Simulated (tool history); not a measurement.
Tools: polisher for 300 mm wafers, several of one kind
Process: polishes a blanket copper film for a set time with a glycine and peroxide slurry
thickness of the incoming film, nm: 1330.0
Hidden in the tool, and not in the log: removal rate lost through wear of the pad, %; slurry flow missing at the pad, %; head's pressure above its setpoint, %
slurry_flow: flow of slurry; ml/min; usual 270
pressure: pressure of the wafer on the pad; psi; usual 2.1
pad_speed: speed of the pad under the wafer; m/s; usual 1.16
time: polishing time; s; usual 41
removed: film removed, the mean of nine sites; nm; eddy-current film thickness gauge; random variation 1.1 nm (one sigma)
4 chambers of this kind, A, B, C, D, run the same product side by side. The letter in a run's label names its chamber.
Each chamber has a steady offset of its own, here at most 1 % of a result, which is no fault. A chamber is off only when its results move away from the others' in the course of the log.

run	hour	slurry_flow	pressure	pad_speed	time	wafers polished on this pad	hours since the slurry nozzle was cleaned	hours since the head pressure was calibrated	removed
1D	5	270	2.1	1.16	41	427	509.1	186	178.72
2B	9.8	270	2.1	1.16	41	980	272.2	215.5	175.89
# hour 11.1: chamber A: worn pad replaced by a new one
3A	15.1	270	2.1	1.16	41	36	380.5	393.6	174.4
4C	20.2	270	2.1	1.16	41	340	689	175.1	176.12
5C	24.8	270	2.1	1.16	41	381	693.6	179.7	175.12
# hour 25.6: chamber B: worn pad replaced by a new one
6A	29.4	270	2.1	1.16	41	162	394.8	407.9	173.84
7B	33	270	2.1	1.16	41	65	295.4	238.7	174.06
8D	36.6	270	2.1	1.16	41	706	540.7	217.6	178.31
9B	38.9	270	2.1	1.16	41	117	301.3	244.6	174.99
10C	42.7	270	2.1	1.16	41	539	711.5	197.6	175.99
# hour 43.7: chamber C: worn pad replaced by a new one
11A	47.4	270	2.1	1.16	41	321	412.8	425.9	178.12
# hour 49.8: chamber B: slurry nozzle cleaned
12D	51.8	270	2.1	1.16	41	840	555.9	232.8	177.08
13C	57	270	2.1	1.16	41	118	725.8	211.9	176.88
14A	60.3	270	2.1	1.16	41	434	425.7	438.8	177.11
15B	65	270	2.1	1.16	41	348	15.2	270.7	175.19
16D	69.2	270	2.1	1.16	41	993	573.3	250.2	175.36
17D	71.6	270	2.1	1.16	41	1014	575.7	252.6	173.93
18A	75.6	270	2.1	1.16	41	570	441	454.1	179.64
19B	79	270	2.1	1.16	41	471	29.2	284.7	177.55
20C	82.4	300	2.1	1.16	41	342	751.2	237.3	176.4
21D	86	300	2.1	1.16	41	1141	590.1	267	177.38
22A	88.4	300	2.1	1.16	41	682	453.8	466.9	181.5
23C	90.9	300	2.1	1.16	41	417	759.7	245.8	175.78
24B	94.2	270	2.1	1.16	41	605	44.4	299.9	176.3
# hour 96.4: chamber C: slurry nozzle cleaned
25B	96.8	270	2.1	1.16	41	628	47	302.5	176.21
26C	99.9	270	2.1	1.16	41	496	3.5	254.8	174.26
# hour 103.9: chamber C: worn pad replaced by a new one
27A	105.1	270	2.1	1.16	41	830	470.5	483.6	181.03
28D	108.4	225	2.6	1.16	41	1339	612.5	289.4	203.6
29A	111.9	225	2.6	1.16	41	890	477.3	490.4	210.48
30B	115.8	225	2.6	1.16	41	796	66	321.5	206.19
31C	118.6	225	2.6	1.16	41	130	22.2	273.5	205.05
32D	121.6	270	2.1	1.16	41	1456	625.7	302.6	177.41
# hour 124.3: chamber A: worn pad replaced by a new one
33A	126.8	315	2.1	1.16	31	22	492.2	505.3	140.04
34B	130	315	2.1	1.16	31	921	80.2	335.7	134.06
# hour 132.8: chamber D: worn pad replaced by a new one
35D	133.2	315	2.1	1.16	31	3	637.3	314.2	135.55
36C	136.4	315	2.1	1.16	31	287	40	291.3	133.31

Is one chamber off against the others, does the gauge drift, or is nothing wrong? If a chamber is off, say which, and what the likeliest cause is.

Chamber A drifts away from the others.
Cause: head's pressure above its setpoint, % = 6.61.

Here are 4 candidates for chamber A's next run, each the usual settings with a change, their results left as question marks. Which one brings its results back in line with what the others give on the usual settings?
In line means no further than this from the other chambers' mean on the usual settings: removed 3.8 nm
37A-1	140.1	270	2	1.12	40				?
37A-2	140.1	270	2.2	1.2	42				?
37A-3	140.1	270	2.1	1.2	42				?
37A-4	140.1	270	2.1	1.1	41				?

The other chambers' mean on the usual settings: removed 175.65 nm
run	removed
37A-1	167.12
37A-2	200.33
37A-3	192.92
37A-4	175.48
37A-4 brings the chamber back in line.

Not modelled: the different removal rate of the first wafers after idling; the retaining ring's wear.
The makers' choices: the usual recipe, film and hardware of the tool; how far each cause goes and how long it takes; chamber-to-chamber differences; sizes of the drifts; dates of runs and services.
